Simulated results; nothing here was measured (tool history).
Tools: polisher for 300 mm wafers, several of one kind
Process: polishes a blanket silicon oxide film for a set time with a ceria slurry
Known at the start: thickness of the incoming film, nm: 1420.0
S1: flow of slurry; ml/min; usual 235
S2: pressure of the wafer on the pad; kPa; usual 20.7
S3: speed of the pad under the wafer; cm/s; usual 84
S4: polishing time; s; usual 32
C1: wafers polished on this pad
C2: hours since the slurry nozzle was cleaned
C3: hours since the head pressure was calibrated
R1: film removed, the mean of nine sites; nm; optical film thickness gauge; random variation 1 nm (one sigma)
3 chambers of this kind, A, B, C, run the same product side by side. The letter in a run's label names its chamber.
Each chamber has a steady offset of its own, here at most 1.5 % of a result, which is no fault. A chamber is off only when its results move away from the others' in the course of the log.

Run 1B, day 0.258: usual settings; C1 759; C2 111.9; C3 103.0. Result: R1 128.560 nm.
At day 0.425: chamber C: slurry nozzle cleaned.
Run 2A, day 0.467: usual settings; C1 786; C2 503.1; C3 1376.2. Result: R1 125.070 nm.
Run 3C, day 0.638: usual settings; C1 1445; C2 5.2; C3 303.1. Result: R1 125.100 nm.
Run 4B, day 0.871: usual settings; C1 978; C2 126.6; C3 117.7. Result: R1 129.230 nm.
Run 5C, day 1.029: usual settings; C1 1585; C2 14.6; C3 312.5. Result: R1 122.260 nm.
At day 1.142: chamber C: worn pad replaced by a new one.
Run 6A, day 1.171: usual settings; C1 1038; C2 520.0; C3 1393.1. Result: R1 124.840 nm.
Run 7B, day 1.408: usual settings; C1 1170; C2 139.5; C3 130.6. Result: R1 129.070 nm.
Run 8A, day 1.592: usual settings; C1 1188; C2 530.1; C3 1403.2. Result: R1 124.140 nm.
Run 9C, day 1.742: usual settings; C1 215; C2 31.7; C3 329.6. Result: R1 125.400 nm.
Run 10C, day 1.917: usual settings but S2 27.6 kPa; C1 278; C2 35.9; C3 333.8. Result: R1 165.370 nm.
At day 2.050: chamber B: worn pad replaced by a new one.
Run 11A, day 2.096: usual settings but S2 27.6 kPa; C1 1369; C2 542.2; C3 1415.3. Result: R1 166.510 nm.
Run 12B, day 2.308: usual settings but S2 27.6 kPa; C1 92; C2 161.1; C3 152.2. Result: R1 172.530 nm.
At day 2.350: chamber A: worn pad replaced by a new one.
Run 13C, day 2.538: usual settings; C1 500; C2 50.8; C3 348.7. Result: R1 124.700 nm.
Run 14B, day 2.842: usual settings; C1 283; C2 173.9; C3 165.0. Result: R1 130.110 nm.
Run 15A, day 3.062: usual settings; C1 256; C2 565.4; C3 1438.5. Result: R1 125.850 nm.
At day 3.221: chamber A: head pressure recalibrated.
Run 16A, day 3.254: usual settings but S3 60 cm/s; C1 324; C2 570.0; C3 0.9. Result: R1 95.980 nm.
Run 17C, day 3.454: usual settings but S3 60 cm/s; C1 828; C2 72.8; C3 370.7. Result: R1 89.529 nm.
Run 18B, day 3.608: usual settings but S3 60 cm/s; C1 557; C2 192.3; C3 183.4. Result: R1 90.302 nm.
Run 19A, day 3.742: usual settings; C1 498; C2 581.7; C3 12.6. Result: R1 135.550 nm.
Run 20C, day 3.912: usual settings; C1 992; C2 83.8; C3 381.7. Result: R1 125.830 nm.
Run 21B, day 4.212: usual settings; C1 773; C2 206.8; C3 197.9. Result: R1 127.890 nm.
Run 22C, day 4.475: usual settings; C1 1193; C2 97.3; C3 395.2. Result: R1 125.650 nm.
At day 4.683: chamber A: slurry nozzle cleaned.
Run 23A, day 4.754: usual settings; C1 860; C2 1.7; C3 36.9. Result: R1 134.670 nm.
Run 24B, day 4.921: usual settings; C1 1026; C2 223.8; C3 214.9. Result: R1 128.210 nm.
Run 25B, day 5.150: usual settings; C1 1108; C2 229.3; C3 220.4. Result: R1 127.920 nm.
At day 5.317: chamber C: worn pad replaced by a new one.
Run 26A, day 5.400: usual settings but S2 17.9 kPa; C1 1091; C2 17.2; C3 52.4. Result: R1 119.970 nm.
Run 27C, day 5.621: usual settings but S2 17.9 kPa; C1 109; C2 124.8; C3 422.7. Result: R1 108.950 nm.
Run 28C, day 5.812: usual settings but S2 17.9 kPa; C1 178; C2 129.4; C3 427.3. Result: R1 107.910 nm.
Run 29B, day 5.988: usual settings; C1 1408; C2 249.4; C3 240.5. Result: R1 128.410 nm.
Run 30A, day 6.279: usual settings but S1 275 ml/min, S4 42 s; C1 1406; C2 38.3; C3 73.5. Result: R1 183.430 nm.
At day 6.462: chamber A: worn pad replaced by a new one.
Run 31A, day 6.492: usual settings but S1 275 ml/min, S4 42 s; C1 10; C2 43.4; C3 78.6. Result: R1 182.320 nm.

Is one chamber off against the others, does the gauge drift, or is nothing wrong? If a chamber is off, say which, and what the likeliest cause is.

A service left chamber A off against the others.
Cause: head's pressure above its setpoint, % = 7.5.

Here are 4 candidates for chamber A's next run, each the usual settings with a change, their results left as question marks. Which one brings its results back in line with what the others give on the usual settings?
In line means no further than this from the other chambers' mean on the usual settings: R1 3.600 nm
Run 32A-1, day 6.712: usual settings but S2 19.3 kPa. Result: R1 ?.
Run 32A-2, day 6.712: usual settings but S3 88 cm/s, S4 33 s. Result: R1 ?.
Run 32A-3, day 6.712: usual settings but S3 86 cm/s. Result: R1 ?.
Run 32A-4, day 6.712: usual settings but S3 82 cm/s. Result: R1 ?.

The other chambers' mean on the usual settings: R1 126.640 nm
  run       R1
32A-1  126.100
32A-2  145.910
32A-3  138.220
32A-4  131.700
32A-1 brings the chamber back in line.
